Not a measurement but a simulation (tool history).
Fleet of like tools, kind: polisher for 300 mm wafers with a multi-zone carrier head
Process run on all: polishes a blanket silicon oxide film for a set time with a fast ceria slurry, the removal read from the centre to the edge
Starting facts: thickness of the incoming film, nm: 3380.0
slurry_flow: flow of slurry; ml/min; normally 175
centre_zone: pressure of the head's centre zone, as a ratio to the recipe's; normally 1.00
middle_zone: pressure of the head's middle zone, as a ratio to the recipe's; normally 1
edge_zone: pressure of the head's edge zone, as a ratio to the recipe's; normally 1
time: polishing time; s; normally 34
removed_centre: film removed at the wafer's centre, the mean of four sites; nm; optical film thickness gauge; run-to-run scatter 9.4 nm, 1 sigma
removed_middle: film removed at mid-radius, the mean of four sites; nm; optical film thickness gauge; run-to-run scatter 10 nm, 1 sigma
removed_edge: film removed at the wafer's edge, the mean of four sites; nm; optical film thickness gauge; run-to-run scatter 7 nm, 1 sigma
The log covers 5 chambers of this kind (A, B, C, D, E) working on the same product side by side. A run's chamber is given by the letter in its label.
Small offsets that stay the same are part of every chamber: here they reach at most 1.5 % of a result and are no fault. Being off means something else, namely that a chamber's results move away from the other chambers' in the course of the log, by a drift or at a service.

-- hour=3.4 chamber D: worn pad replaced by a new one
run 1B hour=7.5 | slurry_flow=175 centre_zone=1.00 middle_zone=1 edge_zone=1 time=34 | removed_centre=694.14 removed_middle=686.40 removed_edge=688.52
run 2A hour=15.4 | slurry_flow=175 centre_zone=1.00 middle_zone=1 edge_zone=1 time=34 | removed_centre=684.79 removed_middle=686.68 removed_edge=709.06
run 3E hour=29.0 | slurry_flow=175 centre_zone=1.00 middle_zone=1 edge_zone=1 time=34 | removed_centre=696.88 removed_middle=706.85 removed_edge=693.84
-- hour=33.4 chamber B: worn pad replaced by a new one
run 4D hour=40.8 | slurry_flow=175 centre_zone=1.00 middle_zone=1 edge_zone=1 time=34 | removed_centre=722.86 removed_middle=679.54 removed_edge=706.75
-- hour=48.2 chamber C: worn pad replaced by a new one
run 5C hour=52.8 | slurry_flow=175 centre_zone=1.00 middle_zone=1 edge_zone=1 time=34 | removed_centre=708.69 removed_middle=697.72 removed_edge=692.81
-- hour=65.4 chamber E: worn pad replaced by a new one
run 6D hour=66.6 | slurry_flow=175 centre_zone=1.00 middle_zone=1 edge_zone=1 time=34 | removed_centre=690.29 removed_middle=690.98 removed_edge=715.60
-- hour=69.6 chamber A: worn pad replaced by a new one
run 7E hour=78.8 | slurry_flow=175 centre_zone=1.00 middle_zone=1 edge_zone=1 time=34 | removed_centre=689.65 removed_middle=694.32 removed_edge=698.17
-- hour=84.2 chamber C: centre zone pressure recalibrated
run 8B hour=88.9 | slurry_flow=175 centre_zone=1.00 middle_zone=1 edge_zone=1 time=34 | removed_centre=689.71 removed_middle=693.06 removed_edge=701.01
-- hour=99.6 chamber D: worn pad replaced by a new one
run 9A hour=100.7 | slurry_flow=175 centre_zone=1.00 middle_zone=1 edge_zone=1 time=34 | removed_centre=696.18 removed_middle=700.81 removed_edge=708.97
-- hour=114.7 chamber B: worn pad replaced by a new one
run 10C hour=116.4 | slurry_flow=175 centre_zone=1.00 middle_zone=1 edge_zone=1 time=34 | removed_centre=690.35 removed_middle=685.42 removed_edge=695.59
run 11A hour=125.3 | slurry_flow=175 centre_zone=1.00 middle_zone=1 edge_zone=1 time=34 | removed_centre=673.70 removed_middle=717.24 removed_edge=693.76
-- hour=127.7 chamber C: worn pad replaced by a new one
run 12C hour=137.8 | slurry_flow=175 centre_zone=1.00 middle_zone=1 edge_zone=1 time=34 | removed_centre=687.29 removed_middle=682.33 removed_edge=697.86
run 13B hour=148.8 | slurry_flow=175 centre_zone=1.00 middle_zone=1 edge_zone=1 time=34 | removed_centre=702.64 removed_middle=688.53 removed_edge=705.62
-- hour=153.7 chamber E: worn pad replaced by a new one
-- hour=164.7 chamber A: worn pad replaced by a new one
run 14D hour=164.7 | slurry_flow=175 centre_zone=1.00 middle_zone=1 edge_zone=1 time=34 | removed_centre=690.12 removed_middle=689.16 removed_edge=688.06
run 15E hour=175.0 | slurry_flow=175 centre_zone=1.00 middle_zone=1 edge_zone=1 time=34 | removed_centre=693.35 removed_middle=701.15 removed_edge=699.66
run 16A hour=182.7 | slurry_flow=175 centre_zone=1.00 middle_zone=1 edge_zone=1 time=34 | removed_centre=693.77 removed_middle=697.52 removed_edge=704.79
-- hour=184.8 chamber D: worn pad replaced by a new one
run 17D hour=189.7 | slurry_flow=175 centre_zone=1.00 middle_zone=1 edge_zone=1 time=34 | removed_centre=699.21 removed_middle=684.33 removed_edge=691.66
-- hour=194.0 chamber E: slurry nozzle cleaned
run 18C hour=201.9 | slurry_flow=175 centre_zone=1.00 middle_zone=1 edge_zone=1 time=34 | removed_centre=706.03 removed_middle=687.55 removed_edge=687.83
-- hour=211.1 chamber A: centre zone pressure recalibrated
-- hour=212.5 chamber B: worn pad replaced by a new one
-- hour=214.6 chamber C: worn pad replaced by a new one
run 19E hour=214.6 | slurry_flow=175 centre_zone=1.00 middle_zone=1 edge_zone=1 time=34 | removed_centre=710.10 removed_middle=690.95 removed_edge=697.45
run 20B hour=226.7 | slurry_flow=175 centre_zone=1.00 middle_zone=1 edge_zone=1 time=34 | removed_centre=677.49 removed_middle=698.07 removed_edge=699.19
run 21D hour=234.1 | slurry_flow=175 centre_zone=1.00 middle_zone=1 edge_zone=1 time=34 | removed_centre=723.93 removed_middle=683.53 removed_edge=698.99
run 22C hour=245.9 | slurry_flow=175 centre_zone=1.00 middle_zone=1 edge_zone=1 time=34 | removed_centre=702.32 removed_middle=708.49 removed_edge=692.05
-- hour=251.1 chamber A: worn pad replaced by a new one
-- hour=251.9 chamber E: worn pad replaced by a new one
run 23B hour=255.4 | slurry_flow=175 centre_zone=1.00 middle_zone=1 edge_zone=1 time=34 | removed_centre=706.58 removed_middle=706.38 removed_edge=688.44
-- hour=262.1 chamber D: worn pad replaced by a new one
run 24E hour=268.2 | slurry_flow=175 centre_zone=1.00 middle_zone=1 edge_zone=1 time=40 | removed_centre=823.21 removed_middle=846.79 removed_edge=809.90
run 25A hour=276.4 | slurry_flow=175 centre_zone=1.00 middle_zone=1 edge_zone=1 time=40 | removed_centre=811.19 removed_middle=825.05 removed_edge=830.19
run 26D hour=287.9 | slurry_flow=175 centre_zone=1.00 middle_zone=1 edge_zone=1 time=40 | removed_centre=804.16 removed_middle=817.56 removed_edge=821.80
run 27C hour=297.6 | slurry_flow=175 centre_zone=1.00 middle_zone=1 edge_zone=1 time=40 | removed_centre=826.67 removed_middle=827.28 removed_edge=817.07
-- hour=302.4 chamber C: worn pad replaced by a new one
run 28E hour=306.0 | slurry_flow=175 centre_zone=1.00 middle_zone=1 edge_zone=1 time=40 | removed_centre=821.09 removed_middle=821.93 removed_edge=819.91
-- hour=310.6 chamber B: worn pad replaced by a new one
run 29A hour=319.7 | slurry_flow=175 centre_zone=1.00 middle_zone=1 edge_zone=1 time=34 | removed_centre=701.29 removed_middle=694.30 removed_edge=688.35
run 30B hour=328.7 | slurry_flow=175 centre_zone=1.00 middle_zone=1 edge_zone=1 time=34 | removed_centre=689.74 removed_middle=701.68 removed_edge=704.46
-- hour=332.6 chamber A: worn pad replaced by a new one
run 31E hour=337.3 | slurry_flow=175 centre_zone=1.00 middle_zone=1 edge_zone=1 time=34 | removed_centre=697.59 removed_middle=699.98 removed_edge=694.99
-- hour=339.5 chamber D: worn pad replaced by a new one
-- hour=341.2 chamber E: worn pad replaced by a new one
run 32D hour=344.3 | slurry_flow=175 centre_zone=1.00 middle_zone=1 edge_zone=1 time=34 | removed_centre=699.21 removed_middle=685.43 removed_edge=697.14
run 33C hour=360.2 | slurry_flow=175 centre_zone=1.04 middle_zone=1 edge_zone=1 time=26 | removed_centre=550.64 removed_middle=519.02 removed_edge=540.37
run 34B hour=369.2 | slurry_flow=175 centre_zone=1.04 middle_zone=1 edge_zone=1 time=26 | removed_centre=550.34 removed_middle=522.95 removed_edge=531.12
run 35A hour=384.5 | slurry_flow=175 centre_zone=1.04 middle_zone=1 edge_zone=1 time=26 | removed_centre=553.11 removed_middle=528.33 removed_edge=529.14
-- hour=395.9 chamber D: centre zone pressure recalibrated
run 36E hour=395.9 | slurry_flow=175 centre_zone=1.04 middle_zone=1 edge_zone=1 time=26 | removed_centre=551.20 removed_middle=546.43 removed_edge=525.40
-- hour=396.6 chamber C: worn pad replaced by a new one
run 37C hour=408.9 | slurry_flow=175 centre_zone=1.04 middle_zone=1 edge_zone=1 time=26 | removed_centre=562.33 removed_middle=530.00 removed_edge=526.75
-- hour=413.8 chamber A: worn pad replaced by a new one
run 38D hour=420.0 | slurry_flow=175 centre_zone=1.00 middle_zone=1 edge_zone=1 time=34 | removed_centre=692.66 removed_middle=671.21 removed_edge=684.81
run 39A hour=435.6 | slurry_flow=175 centre_zone=1.00 middle_zone=1 edge_zone=1 time=34 | removed_centre=698.49 removed_middle=712.88 removed_edge=698.05

Decide between three cases: one chamber stands off from its peers, the gauge reading all wafers drifts, or nothing is wrong past each chamber's small offset. Where a chamber is off, say which and what most likely put it there.

All chambers stay in line apart from their small fixed offsets, and the gauge does not drift.
